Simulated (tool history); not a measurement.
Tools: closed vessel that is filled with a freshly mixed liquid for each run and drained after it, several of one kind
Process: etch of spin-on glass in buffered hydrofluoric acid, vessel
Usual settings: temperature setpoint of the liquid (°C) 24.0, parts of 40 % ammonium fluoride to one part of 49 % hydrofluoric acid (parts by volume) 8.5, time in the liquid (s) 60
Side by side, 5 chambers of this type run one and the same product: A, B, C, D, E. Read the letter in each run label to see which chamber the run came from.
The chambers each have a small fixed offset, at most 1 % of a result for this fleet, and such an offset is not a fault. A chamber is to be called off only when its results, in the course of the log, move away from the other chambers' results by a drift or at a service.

run,hour,temperature setpoint of the liquid (°C),parts of 40 % ammonium fluoride to one part of 49 % hydrofluoric acid (parts by volume),time in the liquid (s),"read-back film thickness of the spin-on glass reference wafer, read on the same gauge (nm)",thickness taken off the spin-on glass on a monitor wafer (nm)
1A,8.1,24.0,8.5,60,59.994,285.46
2E,17.4,24.0,8.5,60,59.996,281.59
3C,26.3,24.0,8.5,60,60.016,285.65
4B,31.9,24.0,8.5,60,60.003,290.59
5D,39.0,22.5,8.5,90,59.993,400.63
6A,47.4,22.5,8.5,90,60.009,397.05
7C,57.0,22.5,8.5,90,59.991,394.41
8D,61.7,22.5,8.5,90,60.008,395.00
# hour 67.8: chamber B: thermometer replaced
9B,69.4,22.5,8.5,90,59.986,405.29
10E,79.9,24.0,8.5,60,59.984,282.65
11B,87.8,24.0,8.5,60,59.969,292.53
12A,93.2,24.0,8.5,60,59.994,288.92
13C,97.8,24.0,8.5,60,60.001,285.66
14D,108.3,24.0,8.5,60,59.996,291.19
15E,113.5,24.0,8.5,60,59.983,288.69
16E,122.6,24.0,8.5,30,60.010,144.83
17A,132.7,24.0,8.5,30,60.006,143.28
18D,140.0,24.0,8.5,30,60.027,144.44
19B,145.3,24.0,8.5,30,59.991,144.35
20C,154.4,24.0,8.5,30,59.988,149.55
21A,160.1,24.0,8.5,60,59.983,284.57
22E,169.3,24.0,8.5,60,59.986,286.34
23B,176.2,24.0,8.5,60,59.992,290.24
24D,183.6,24.0,8.5,60,60.010,287.95
25C,194.1,24.0,8.5,60,60.011,298.81
26D,199.7,24.0,8.5,60,60.008,284.35
27B,208.1,24.0,8.5,60,60.008,293.24
28A,212.8,24.0,8.5,60,59.994,287.16
29E,218.6,24.0,8.5,60,60.005,277.99
30C,225.5,24.0,10.5,95,59.991,399.04
# hour 234.7: chamber D: thermometer replaced
31B,235.0,24.0,10.5,95,60.000,386.54
32D,244.6,24.0,10.5,95,60.022,379.78
33C,254.2,24.0,10.5,95,59.995,404.84

For the next run the whole fleet of 5 chambers uses the same settings. Give each chamber's results:
34A,261.8,24.0,8.5,60,,?
34B,261.8,24.0,8.5,60,,?
34C,261.8,24.0,8.5,60,,?
34D,261.8,24.0,8.5,60,,?
34E,261.8,24.0,8.5,60,,?

run,thickness taken off the spin-on glass on a monitor wafer (nm)
34A,286.71
34B,291.32
34C,314.06
34D,286.84
34E,281.69
